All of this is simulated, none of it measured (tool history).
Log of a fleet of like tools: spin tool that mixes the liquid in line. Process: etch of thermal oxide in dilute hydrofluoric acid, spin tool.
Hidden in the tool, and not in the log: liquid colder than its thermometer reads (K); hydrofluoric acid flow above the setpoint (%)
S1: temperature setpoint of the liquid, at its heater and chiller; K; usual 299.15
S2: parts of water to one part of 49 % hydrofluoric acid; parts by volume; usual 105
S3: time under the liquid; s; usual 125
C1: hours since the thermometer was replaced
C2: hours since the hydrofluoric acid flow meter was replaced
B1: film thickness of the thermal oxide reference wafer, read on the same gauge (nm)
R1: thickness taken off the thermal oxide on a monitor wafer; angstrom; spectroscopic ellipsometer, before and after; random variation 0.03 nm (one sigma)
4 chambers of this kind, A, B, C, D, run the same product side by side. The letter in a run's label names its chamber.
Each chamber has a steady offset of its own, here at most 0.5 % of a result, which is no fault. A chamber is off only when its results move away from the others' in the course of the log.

run 1C hour=5.2 | S1=299.15 S2=105 S3=125 | C1=541.5 C2=901.9 | B1=109.98 | R1=59.331
run 2B hour=10.9 | S1=299.15 S2=105 S3=125 | C1=536.5 C2=149.6 | B1=109.98 | R1=59.174
run 3D hour=14.9 | S1=299.15 S2=105 S3=125 | C1=294.6 C2=492.6 | B1=110.01 | R1=59.265
run 4A hour=20.5 | S1=299.15 S2=105 S3=125 | C1=84.3 C2=114.3 | B1=110.01 | R1=59.361
run 5B hour=26.9 | S1=299.15 S2=105 S3=125 | C1=552.5 C2=165.6 | B1=109.99 | R1=59.518
run 6A hour=32.0 | S1=299.15 S2=105 S3=125 | C1=95.8 C2=125.8 | B1=109.98 | R1=59.911
run 7C hour=35.9 | S1=299.15 S2=105 S3=125 | C1=572.2 C2=932.6 | B1=110.00 | R1=59.495
run 8D hour=42.8 | S1=299.15 S2=105 S3=125 | C1=322.5 C2=520.5 | B1=110.00 | R1=59.192
run 9B hour=46.6 | S1=299.15 S2=105 S3=125 | C1=572.2 C2=185.3 | B1=110.02 | R1=59.377
run 10D hour=51.7 | S1=299.15 S2=105 S3=125 | C1=331.4 C2=529.4 | B1=110.04 | R1=58.692
run 11A hour=57.5 | S1=299.15 S2=105 S3=125 | C1=121.3 C2=151.3 | B1=110.00 | R1=59.344
run 12C hour=64.9 | S1=299.15 S2=105 S3=125 | C1=601.2 C2=961.6 | B1=110.01 | R1=59.514
run 13B hour=70.4 | S1=299.15 S2=105 S3=125 | C1=596.0 C2=209.1 | B1=110.03 | R1=59.506
run 14A hour=76.5 | S1=299.15 S2=105 S3=125 | C1=140.3 C2=170.3 | B1=110.00 | R1=59.404
run 15D hour=83.2 | S1=299.15 S2=105 S3=125 | C1=362.9 C2=560.9 | B1=110.01 | R1=57.832
run 16C hour=88.1 | S1=299.15 S2=105 S3=125 | C1=624.4 C2=984.8 | B1=109.99 | R1=59.955
run 17B hour=95.0 | S1=299.15 S2=105 S3=125 | C1=620.6 C2=233.7 | B1=110.01 | R1=59.834
run 18A hour=100.9 | S1=299.15 S2=105 S3=125 | C1=164.7 C2=194.7 | B1=110.00 | R1=59.353
run 19C hour=105.5 | S1=299.15 S2=105 S3=125 | C1=641.8 C2=1002.2 | B1=110.01 | R1=59.333
run 20D hour=112.1 | S1=299.15 S2=105 S3=125 | C1=391.8 C2=589.8 | B1=109.99 | R1=57.448
run 21D hour=116.9 | S1=299.15 S2=105 S3=125 | C1=396.6 C2=594.6 | B1=110.02 | R1=57.081
run 22B hour=120.5 | S1=299.15 S2=105 S3=125 | C1=646.1 C2=259.2 | B1=110.00 | R1=59.285
run 23C hour=125.6 | S1=301.15 S2=80 S3=125 | C1=661.9 C2=1022.3 | B1=110.02 | R1=86.522
run 24A hour=132.5 | S1=301.15 S2=80 S3=125 | C1=196.3 C2=226.3 | B1=110.03 | R1=87.557
run 25D hour=138.2 | S1=301.15 S2=80 S3=125 | C1=417.9 C2=615.9 | B1=109.99 | R1=82.901
run 26B hour=141.5 | S1=301.15 S2=80 S3=125 | C1=667.1 C2=280.2 | B1=110.00 | R1=87.442
run 27A hour=145.0 | S1=299.15 S2=105 S3=125 | C1=208.8 C2=238.8 | B1=110.00 | R1=59.786
run 28C hour=151.3 | S1=299.15 S2=105 S3=125 | C1=687.6 C2=1048.0 | B1=110.00 | R1=59.296
run 29B hour=158.4 | S1=299.15 S2=105 S3=125 | C1=684.0 C2=297.1 | B1=110.01 | R1=59.404
run 30D hour=163.2 | S1=299.15 S2=105 S3=125 | C1=442.9 C2=640.9 | B1=110.00 | R1=55.774

Next, every chamber runs the same settings. What will each give?
run 31A hour=168.5 | S1=299.15 S2=105 S3=125 | R1=?
run 31B hour=168.5 | S1=299.15 S2=105 S3=125 | R1=?
run 31C hour=168.5 | S1=299.15 S2=105 S3=125 | R1=?
run 31D hour=168.5 | S1=299.15 S2=105 S3=125 | R1=?

run=31A R1=60.249
run=31B R1=59.455
run=31C R1=59.306
run=31D R1=55.340

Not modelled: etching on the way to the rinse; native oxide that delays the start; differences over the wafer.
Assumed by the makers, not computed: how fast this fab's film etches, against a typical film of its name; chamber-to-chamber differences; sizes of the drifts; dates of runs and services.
